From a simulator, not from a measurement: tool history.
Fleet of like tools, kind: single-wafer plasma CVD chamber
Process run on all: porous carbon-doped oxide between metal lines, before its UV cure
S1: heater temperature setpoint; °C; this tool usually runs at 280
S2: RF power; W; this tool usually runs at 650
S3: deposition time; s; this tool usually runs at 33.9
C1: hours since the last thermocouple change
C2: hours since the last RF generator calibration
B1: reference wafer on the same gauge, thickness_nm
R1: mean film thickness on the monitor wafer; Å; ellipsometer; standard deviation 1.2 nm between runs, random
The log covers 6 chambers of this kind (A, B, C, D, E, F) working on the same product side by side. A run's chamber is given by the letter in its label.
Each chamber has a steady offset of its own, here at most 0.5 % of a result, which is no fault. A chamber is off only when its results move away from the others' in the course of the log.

{"run": "1E", "day": 0.346, "S1": 280, "S2": 650, "S3": 33.9, "C1": 1971.7, "C2": 552.1, "B1": 267.14, "R1": 2426.4}
{"run": "2A", "day": 0.717, "S1": 280, "S2": 650, "S3": 33.9, "C1": 849.9, "C2": 221.7, "B1": 266.97, "R1": 2438.4}
{"run": "3F", "day": 1.325, "S1": 280, "S2": 650, "S3": 33.9, "C1": 832.2, "C2": 1518, "B1": 266.92, "R1": 2421.2}
{"run": "4C", "day": 1.754, "S1": 280, "S2": 650, "S3": 33.9, "C1": 644, "C2": 1000, "B1": 267, "R1": 2464.1}
{"day": 2.108, "done": "chamber A: thermocouple changed; heater temperature recalibrated"}
{"run": "5B", "day": 2.142, "S1": 280, "S2": 650, "S3": 33.9, "C1": 1106.6, "C2": 348.6, "B1": 267.06, "R1": 2461}
{"run": "6D", "day": 2.567, "S1": 280, "S2": 650, "S3": 33.9, "C1": 119.8, "C2": 1009.2, "B1": 266.98, "R1": 2445.9}
{"run": "7E", "day": 2.983, "S1": 280, "S2": 650, "S3": 33.9, "C1": 2035, "C2": 615.4, "B1": 266.96, "R1": 2455.8}
{"run": "8D", "day": 3.567, "S1": 280, "S2": 650, "S3": 33.9, "C1": 143.8, "C2": 1033.2, "B1": 266.91, "R1": 2447}
{"run": "9C", "day": 4.067, "S1": 280, "S2": 650, "S3": 33.9, "C1": 699.5, "C2": 1055.5, "B1": 267.03, "R1": 2442.3}
{"run": "10A", "day": 4.633, "S1": 280, "S2": 650, "S3": 33.9, "C1": 60.6, "C2": 315.7, "B1": 267.16, "R1": 2436.5}
{"run": "11F", "day": 5.15, "S1": 280, "S2": 650, "S3": 33.9, "C1": 924, "C2": 1609.8, "B1": 267.32, "R1": 2445.9}
{"run": "12B", "day": 5.496, "S1": 280, "S2": 650, "S3": 33.9, "C1": 1187.1, "C2": 429.1, "B1": 266.93, "R1": 2459.6}
{"run": "13F", "day": 6.017, "S1": 280, "S2": 650, "S3": 33.9, "C1": 944.8, "C2": 1630.6, "B1": 266.71, "R1": 2452.8}
{"run": "14E", "day": 6.475, "S1": 280, "S2": 650, "S3": 33.9, "C1": 2118.8, "C2": 699.2, "B1": 266.95, "R1": 2434.4}
{"run": "15C", "day": 6.962, "S1": 280, "S2": 720, "S3": 38.2, "C1": 769, "C2": 1125, "B1": 266.95, "R1": 2933.6}
{"run": "16B", "day": 7.404, "S1": 280, "S2": 720, "S3": 38.2, "C1": 1232.9, "C2": 474.9, "B1": 267.11, "R1": 2939.9}
{"run": "17D", "day": 7.7, "S1": 280, "S2": 720, "S3": 38.2, "C1": 243, "C2": 1132.4, "B1": 267.12, "R1": 2953.2}
{"run": "18A", "day": 8.125, "S1": 280, "S2": 720, "S3": 38.2, "C1": 144.4, "C2": 399.5, "B1": 266.74, "R1": 2922.6}
{"day": 8.171, "done": "chamber C: RF generator calibrated"}
{"run": "19D", "day": 8.488, "S1": 280, "S2": 720, "S3": 38.2, "C1": 261.9, "C2": 1151.3, "B1": 266.73, "R1": 2963}
{"run": "20C", "day": 8.85, "S1": 280, "S2": 720, "S3": 38.2, "C1": 814.3, "C2": 16.4, "B1": 267.08, "R1": 2948.6}
{"day": 9.175, "done": "chamber B: thermocouple changed; heater temperature recalibrated"}
{"day": 9.221, "done": "chamber F: thermocouple changed; heater temperature recalibrated"}
{"run": "21A", "day": 9.225, "S1": 280, "S2": 650, "S3": 33.9, "C1": 170.8, "C2": 425.9, "B1": 267.12, "R1": 2444}
{"run": "22E", "day": 9.654, "S1": 280, "S2": 650, "S3": 33.9, "C1": 2195.1, "C2": 775.5, "B1": 267.21, "R1": 2431.6}
{"run": "23B", "day": 9.958, "S1": 280, "S2": 650, "S3": 33.9, "C1": 18.9, "C2": 536.2, "B1": 266.97, "R1": 2464.5}
{"run": "24F", "day": 10.508, "S1": 280, "S2": 700, "S3": 37.7, "C1": 30.9, "C2": 1738.4, "B1": 266.93, "R1": 2942.1}
{"run": "25D", "day": 10.85, "S1": 280, "S2": 700, "S3": 37.7, "C1": 318.6, "C2": 1208, "B1": 266.91, "R1": 2858.2}
{"run": "26C", "day": 11.4, "S1": 280, "S2": 700, "S3": 37.7, "C1": 875.5, "C2": 77.6, "B1": 267.08, "R1": 2842.2}
{"day": 11.475, "done": "chamber D: RF generator calibrated"}
{"run": "27A", "day": 11.671, "S1": 280, "S2": 700, "S3": 37.7, "C1": 229.5, "C2": 484.6, "B1": 267.25, "R1": 2829.6}
{"run": "28E", "day": 12.121, "S1": 280, "S2": 700, "S3": 37.7, "C1": 2254.3, "C2": 834.7, "B1": 267.01, "R1": 2828.9}
{"run": "29F", "day": 12.442, "S1": 280, "S2": 700, "S3": 37.7, "C1": 77.3, "C2": 1784.8, "B1": 267.29, "R1": 2966.3}
{"run": "30B", "day": 12.754, "S1": 280, "S2": 650, "S3": 33.9, "C1": 86, "C2": 603.3, "B1": 266.69, "R1": 2453.5}
{"run": "31D", "day": 13.171, "S1": 280, "S2": 650, "S3": 33.9, "C1": 374.3, "C2": 40.8, "B1": 266.9, "R1": 2450.1}
{"run": "32C", "day": 13.612, "S1": 280, "S2": 650, "S3": 33.9, "C1": 928.6, "C2": 130.7, "B1": 267, "R1": 2457}
{"run": "33E", "day": 14.021, "S1": 280, "S2": 650, "S3": 33.9, "C1": 2299.9, "C2": 880.3, "B1": 266.8, "R1": 2442.5}
{"run": "34B", "day": 14.588, "S1": 280, "S2": 650, "S3": 33.9, "C1": 130, "C2": 647.3, "B1": 266.85, "R1": 2446.1}
{"run": "35F", "day": 15.054, "S1": 280, "S2": 650, "S3": 33.9, "C1": 140, "C2": 1847.5, "B1": 266.82, "R1": 2546}
{"run": "36A", "day": 15.458, "S1": 280, "S2": 650, "S3": 33.9, "C1": 320.4, "C2": 575.5, "B1": 267.03, "R1": 2431}
{"run": "37F", "day": 15.762, "S1": 280, "S2": 650, "S3": 33.9, "C1": 157, "C2": 1864.5, "B1": 266.88, "R1": 2512.5}
{"run": "38A", "day": 16.092, "S1": 280, "S2": 570, "S3": 37.2, "C1": 335.6, "C2": 590.7, "B1": 266.92, "R1": 2466.2}
{"run": "39E", "day": 16.408, "S1": 280, "S2": 570, "S3": 37.2, "C1": 2357.2, "C2": 937.6, "B1": 267.24, "R1": 2458.6}
{"run": "40B", "day": 17.0, "S1": 280, "S2": 570, "S3": 37.2, "C1": 187.9, "C2": 705.2, "B1": 266.95, "R1": 2452.9}
{"run": "41C", "day": 17.554, "S1": 280, "S2": 570, "S3": 37.2, "C1": 1023.2, "C2": 225.3, "B1": 266.88, "R1": 2489.3}
{"run": "42D", "day": 17.958, "S1": 280, "S2": 570, "S3": 37.2, "C1": 489.2, "C2": 155.7, "B1": 266.97, "R1": 2474.2}

Read the log: is a single chamber off, either drifting away or since a service, is the gauge that measures every chamber drifting, or is nothing wrong beyond small per-chamber offsets? Name any odd chamber and what most likely caused it.

Chamber F has stood off from the others ever since a service on it.
What lies behind it: wafer temperature below the value expected at the setpoint (K) = 5.06.

Here are 4 candidates for chamber F's next run, each the usual settings with a change, their results left as question marks. Which one brings its results back in line with what the others give on the usual settings?
In line here means within this much of the mean the other chambers give on the usual settings: R1 42 Å
{"run": "43F-1", "day": 18.396, "S1": 282, "S2": 630, "S3": 32.5, "R1": "?"}
{"run": "43F-2", "day": 18.396, "S1": 278, "S2": 670, "S3": 33.9, "R1": "?"}
{"run": "43F-3", "day": 18.396, "S1": 278, "S2": 650, "S3": 35.8, "R1": "?"}
{"run": "43F-4", "day": 18.396, "S1": 281, "S2": 640, "S3": 33.2, "R1": "?"}

What the other chambers average on the usual settings: R1 2444.6 Å
run=43F-1 R1=2346.2
run=43F-2 R1=2612.7
run=43F-3 R1=2701.2
run=43F-4 R1=2436.2
43F-4 is the one that brings the chamber's results back in line with the other chambers.
